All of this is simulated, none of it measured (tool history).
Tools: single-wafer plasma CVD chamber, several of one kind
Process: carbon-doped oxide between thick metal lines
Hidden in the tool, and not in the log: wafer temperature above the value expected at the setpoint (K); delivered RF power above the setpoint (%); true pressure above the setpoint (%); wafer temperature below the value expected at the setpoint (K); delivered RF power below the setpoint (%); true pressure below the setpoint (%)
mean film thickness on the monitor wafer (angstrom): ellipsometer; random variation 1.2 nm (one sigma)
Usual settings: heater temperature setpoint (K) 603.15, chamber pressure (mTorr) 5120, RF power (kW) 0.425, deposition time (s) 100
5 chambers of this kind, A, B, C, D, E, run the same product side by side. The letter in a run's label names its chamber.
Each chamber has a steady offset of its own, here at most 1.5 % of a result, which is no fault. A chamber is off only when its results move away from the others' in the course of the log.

run,hour,heater temperature setpoint (K),chamber pressure (mTorr),RF power (kW),deposition time (s),hours since the last thermocouple change,hours since the last RF generator calibration,hours since the last manometer calibration,"read-back reference wafer on the same gauge, thickness_nm",mean film thickness on the monitor wafer (angstrom)
1B,10.5,603.15,5120,0.425,100,255.9,1468.1,479.8,423.95,4732.0
2C,16.1,603.15,5120,0.425,100,173.4,162.0,454.3,424.10,4774.7
3D,26.2,603.15,5120,0.425,100,2483.9,885.6,2058.7,424.14,4807.8
4A,34.7,603.15,5120,0.425,100,2113.6,550.9,630.9,423.90,4831.1
# hour 39.6: chamber D: capacitance manometer re-zeroed and calibrated
5E,41.4,603.15,5120,0.425,100,501.9,705.7,702.2,424.02,4841.2
6E,51.0,603.15,5120,0.425,100,511.5,715.3,711.8,423.98,4804.9
7B,56.4,603.15,5120,0.425,100,301.8,1514.0,525.7,423.86,4740.4
8C,61.0,603.15,5120,0.425,100,218.3,206.9,499.2,424.02,4784.8
9D,67.3,603.15,5120,0.425,100,2525.0,926.7,27.8,423.73,4810.9
10A,73.4,603.15,5120,0.425,100,2152.3,589.6,669.6,424.12,4829.5
11A,78.9,603.15,5120,0.425,100,2157.8,595.1,675.1,424.16,4839.2
12B,84.5,603.15,5120,0.480,100,329.9,1542.1,553.8,424.33,5188.1
13E,93.8,603.15,5120,0.480,100,554.3,758.1,754.6,423.96,5229.9
14D,100.9,603.15,5120,0.480,100,2558.6,960.3,61.4,424.24,5221.9
15C,107.2,603.15,5120,0.480,100,264.5,253.1,545.4,423.85,5213.5
16A,113.3,603.15,5120,0.480,100,2192.2,629.5,709.5,424.16,5305.2
17D,120.8,603.15,5120,0.425,100,2578.5,980.2,81.3,423.97,4823.5
18C,129.5,603.15,5120,0.425,100,286.8,275.4,567.7,424.04,4808.9
19E,139.3,611.15,5570,0.425,100,599.8,803.6,800.1,423.80,4754.8
20B,147.2,611.15,5570,0.425,100,392.6,1604.8,616.5,424.32,4673.0
# hour 154.4: chamber D: thermocouple changed; heater temperature recalibrated
21A,156.1,611.15,5570,0.425,100,2235.0,672.3,752.3,423.90,4795.0
22C,162.0,611.15,5570,0.425,100,319.3,307.9,600.2,424.15,4724.5
23E,171.6,611.15,5570,0.425,100,632.1,835.9,832.4,424.24,4731.5
24D,180.1,603.15,5120,0.425,100,25.8,1039.5,140.6,424.00,4803.9
25B,188.9,603.15,5120,0.425,100,434.3,1646.5,658.2,424.22,4753.5
26E,199.2,603.15,5120,0.425,100,659.7,863.5,860.0,424.01,4766.4
27C,208.8,603.15,5120,0.425,100,366.1,354.7,647.0,424.11,4783.3
28B,214.9,603.15,5120,0.485,88,460.3,1672.5,684.2,424.20,4574.2
29A,221.8,603.15,5120,0.485,88,2300.7,738.0,818.0,423.72,4682.1
30D,229.0,603.15,5120,0.485,88,74.7,1088.4,189.5,423.68,4640.1
31B,237.9,603.15,5120,0.485,88,483.3,1695.5,707.2,423.98,4556.6
32E,244.4,603.15,5120,0.485,88,704.9,908.7,905.2,424.20,4547.9
33C,252.8,603.15,5120,0.425,100,410.1,398.7,691.0,423.99,4780.5

Is one chamber off against the others, does the gauge drift, or is nothing wrong? If a chamber is off, say which, and what the likeliest cause is.

Chamber E drifts away from the others.
Cause: delivered RF power below the setpoint (%) = 2.61.
The log may not tell that from: wafer temperature above the value expected at the setpoint (K).

Here are 4 candidates for chamber E's next run, each the usual settings with a change, their results left as question marks. Which one brings its results back in line with what the others give on the usual settings?
In line means no further than this from the other chambers' mean on the usual settings: mean film thickness on the monitor wafer (angstrom) 41.0
34E-1,260.4,603.15,5110,0.425,99,,,,,?
34E-2,260.4,603.15,4210,0.425,100,,,,,?
34E-3,260.4,603.15,5530,0.425,100,,,,,?
34E-4,260.4,603.15,5150,0.425,103,,,,,?

The other chambers' mean on the usual settings: mean film thickness on the monitor wafer (angstrom) 4795.9
run,mean film thickness on the monitor wafer (angstrom)
34E-1,4691.7
34E-2,4598.9
34E-3,4797.3
34E-4,4886.2
34E-3 brings the chamber back in line.

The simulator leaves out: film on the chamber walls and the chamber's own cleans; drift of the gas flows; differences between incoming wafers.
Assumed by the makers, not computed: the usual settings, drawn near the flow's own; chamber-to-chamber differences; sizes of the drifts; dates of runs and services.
